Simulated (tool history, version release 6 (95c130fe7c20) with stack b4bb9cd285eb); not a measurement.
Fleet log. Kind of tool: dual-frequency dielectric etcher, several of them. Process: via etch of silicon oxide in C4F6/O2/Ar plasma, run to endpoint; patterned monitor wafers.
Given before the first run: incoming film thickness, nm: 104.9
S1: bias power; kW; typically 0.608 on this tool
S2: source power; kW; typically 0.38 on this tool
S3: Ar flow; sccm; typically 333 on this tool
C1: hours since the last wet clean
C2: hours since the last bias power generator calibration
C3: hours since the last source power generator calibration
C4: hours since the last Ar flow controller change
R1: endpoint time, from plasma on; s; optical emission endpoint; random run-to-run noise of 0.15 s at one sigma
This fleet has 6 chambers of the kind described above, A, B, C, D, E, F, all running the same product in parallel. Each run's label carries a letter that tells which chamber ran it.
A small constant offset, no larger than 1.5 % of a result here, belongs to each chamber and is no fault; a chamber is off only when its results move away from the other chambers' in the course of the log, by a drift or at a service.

Run 1C, hour 4.3: usual settings; C1 99.9; C2 3369.9; C3 712.1; C4 323.1. Result: R1 22.452 s.
Run 2E, hour 7.3: usual settings; C1 69.5; C2 4048.1; C3 865.4; C4 1653.5. Result: R1 21.671 s.
Run 3D, hour 12: usual settings; C1 301.8; C2 1442; C3 1390.8; C4 583.3. Result: R1 21.964 s.
Run 4F, hour 16.4: usual settings; C1 203.8; C2 121.4; C3 678.9; C4 1864.5. Result: R1 22.122 s.
Run 5B, hour 20.3: usual settings; C1 328.1; C2 1424.5; C3 692.6; C4 1400.7. Result: R1 22.07 s.
Run 6A, hour 23: usual settings but S3 307 sccm; C1 373.4; C2 643.8; C3 3608.4; C4 957. Result: R1 22.268 s.
Run 7A, hour 28.1: usual settings but S3 307 sccm; C1 378.5; C2 648.9; C3 3613.5; C4 962.1. Result: R1 22.098 s.
Run 8C, hour 31.9: usual settings but S3 307 sccm; C1 127.5; C2 3397.5; C3 739.7; C4 350.7. Result: R1 22.082 s.
Run 9F, hour 34.5: usual settings but S3 307 sccm; C1 221.9; C2 139.5; C3 697; C4 1882.6. Result: R1 21.877 s.
Run 10D, hour 39.5: usual settings but S3 307 sccm; C1 329.3; C2 1469.5; C3 1418.3; C4 610.8. Result: R1 21.833 s.
Run 11B, hour 44.3: usual settings but S3 307 sccm; C1 352.1; C2 1448.5; C3 716.6; C4 1424.7. Result: R1 21.75 s.
Run 12E, hour 48.3: usual settings; C1 110.5; C2 4089.1; C3 906.4; C4 1694.5. Result: R1 21.829 s.
Run 13D, hour 53.6: usual settings; C1 343.4; C2 1483.6; C3 1432.4; C4 624.9. Result: R1 22.084 s.
Run 14E, hour 56.5: usual settings; C1 118.7; C2 4097.3; C3 914.6; C4 1702.7. Result: R1 21.673 s.
Run 15A, hour 61.6: usual settings; C1 412; C2 682.4; C3 3647; C4 995.6. Result: R1 22.179 s.
Run 16B, hour 67.2: usual settings; C1 375; C2 1471.4; C3 739.5; C4 1447.6. Result: R1 22.252 s.
Run 17F, hour 70.3: usual settings; C1 257.7; C2 175.3; C3 732.8; C4 1918.4. Result: R1 22.408 s.
Run 18C, hour 72.7: usual settings; C1 168.3; C2 3438.3; C3 780.5; C4 391.5. Result: R1 22.464 s.
At hour 76.4: chamber A: wet clean of the chamber.
Run 19E, hour 76.8: usual settings; C1 139; C2 4117.6; C3 934.9; C4 1723. Result: R1 21.77 s.
Run 20D, hour 81.4: usual settings; C1 371.2; C2 1511.4; C3 1460.2; C4 652.7. Result: R1 22.351 s.
Run 21A, hour 85.4: usual settings; C1 9; C2 706.2; C3 3670.8; C4 1019.4. Result: R1 22.39 s.
Run 22B, hour 88.8: usual settings; C1 396.6; C2 1493; C3 761.1; C4 1469.2. Result: R1 22.253 s.
At hour 89.2: chamber C: bias power generator calibrated.
Run 23F, hour 92.5: usual settings; C1 279.9; C2 197.5; C3 755; C4 1940.6. Result: R1 22.364 s.
Run 24C, hour 96: usual settings; C1 191.6; C2 6.8; C3 803.8; C4 414.8. Result: R1 22.406 s.
Run 25E, hour 100.8: usual settings; C1 163; C2 4141.6; C3 958.9; C4 1747. Result: R1 22.016 s.
Run 26A, hour 103.9: usual settings; C1 27.5; C2 724.7; C3 3689.3; C4 1037.9. Result: R1 22.211 s.
Run 27B, hour 107.8: usual settings; C1 415.6; C2 1512; C3 780.1; C4 1488.2. Result: R1 22.347 s.
Run 28C, hour 112.4: usual settings but S1 0.469 kW, S3 255 sccm; C1 208; C2 23.2; C3 820.2; C4 431.2. Result: R1 24.075 s.
Run 29F, hour 115.1: usual settings but S1 0.469 kW, S3 255 sccm; C1 302.5; C2 220.1; C3 777.6; C4 1963.2. Result: R1 24.366 s.
Run 30D, hour 119.5: usual settings but S1 0.469 kW, S3 255 sccm; C1 409.3; C2 1549.5; C3 1498.3; C4 690.8. Result: R1 23.602 s.
Run 31B, hour 123: usual settings but S1 0.469 kW, S3 255 sccm; C1 430.8; C2 1527.2; C3 795.3; C4 1503.4. Result: R1 23.545 s.
Run 32F, hour 127: usual settings but S1 0.469 kW, S3 255 sccm; C1 314.4; C2 232; C3 789.5; C4 1975.1. Result: R1 24.271 s.
Run 33A, hour 131.3: usual settings but S1 0.469 kW, S3 255 sccm; C1 54.9; C2 752.1; C3 3716.7; C4 1065.3. Result: R1 23.695 s.
Run 34E, hour 136.6: usual settings; C1 198.8; C2 4177.4; C3 994.7; C4 1782.8. Result: R1 21.891 s.
Run 35D, hour 141.2: usual settings; C1 431; C2 1571.2; C3 1520; C4 712.5. Result: R1 22.41 s.
At hour 145.1: chamber D: source power generator calibrated.
Run 36C, hour 146.7: usual settings; C1 242.3; C2 57.5; C3 854.5; C4 465.5. Result: R1 22.284 s.
At hour 150.3: chamber E: bias power generator calibrated.
Run 37F, hour 150.9: usual settings; C1 338.3; C2 255.9; C3 813.4; C4 1999. Result: R1 22.739 s.
Run 38B, hour 156.5: usual settings; C1 464.3; C2 1560.7; C3 828.8; C4 1536.9. Result: R1 21.971 s.
Run 39C, hour 160: usual settings; C1 255.6; C2 70.8; C3 867.8; C4 478.8. Result: R1 22.304 s.
Run 40D, hour 163.6: usual settings; C1 453.4; C2 1593.6; C3 18.5; C4 734.9. Result: R1 21.843 s.
Run 41E, hour 168.5: usual settings but S2 0.47 kW; C1 230.7; C2 18.2; C3 1026.6; C4 1814.7. Result: R1 20.39 s.

Next, every chamber runs the same settings. What will each give?
Run 42A, hour 172.5: usual settings. Result: R1 ?.
Run 42B, hour 172.5: usual settings. Result: R1 ?.
Run 42C, hour 172.5: usual settings. Result: R1 ?.
Run 42D, hour 172.5: usual settings. Result: R1 ?.
Run 42E, hour 172.5: usual settings. Result: R1 ?.
Run 42F, hour 172.5: usual settings. Result: R1 ?.

run      R1
42A  22.418
42B  21.938
42C  22.471
42D  22.325
42E  21.771
42F   23.27

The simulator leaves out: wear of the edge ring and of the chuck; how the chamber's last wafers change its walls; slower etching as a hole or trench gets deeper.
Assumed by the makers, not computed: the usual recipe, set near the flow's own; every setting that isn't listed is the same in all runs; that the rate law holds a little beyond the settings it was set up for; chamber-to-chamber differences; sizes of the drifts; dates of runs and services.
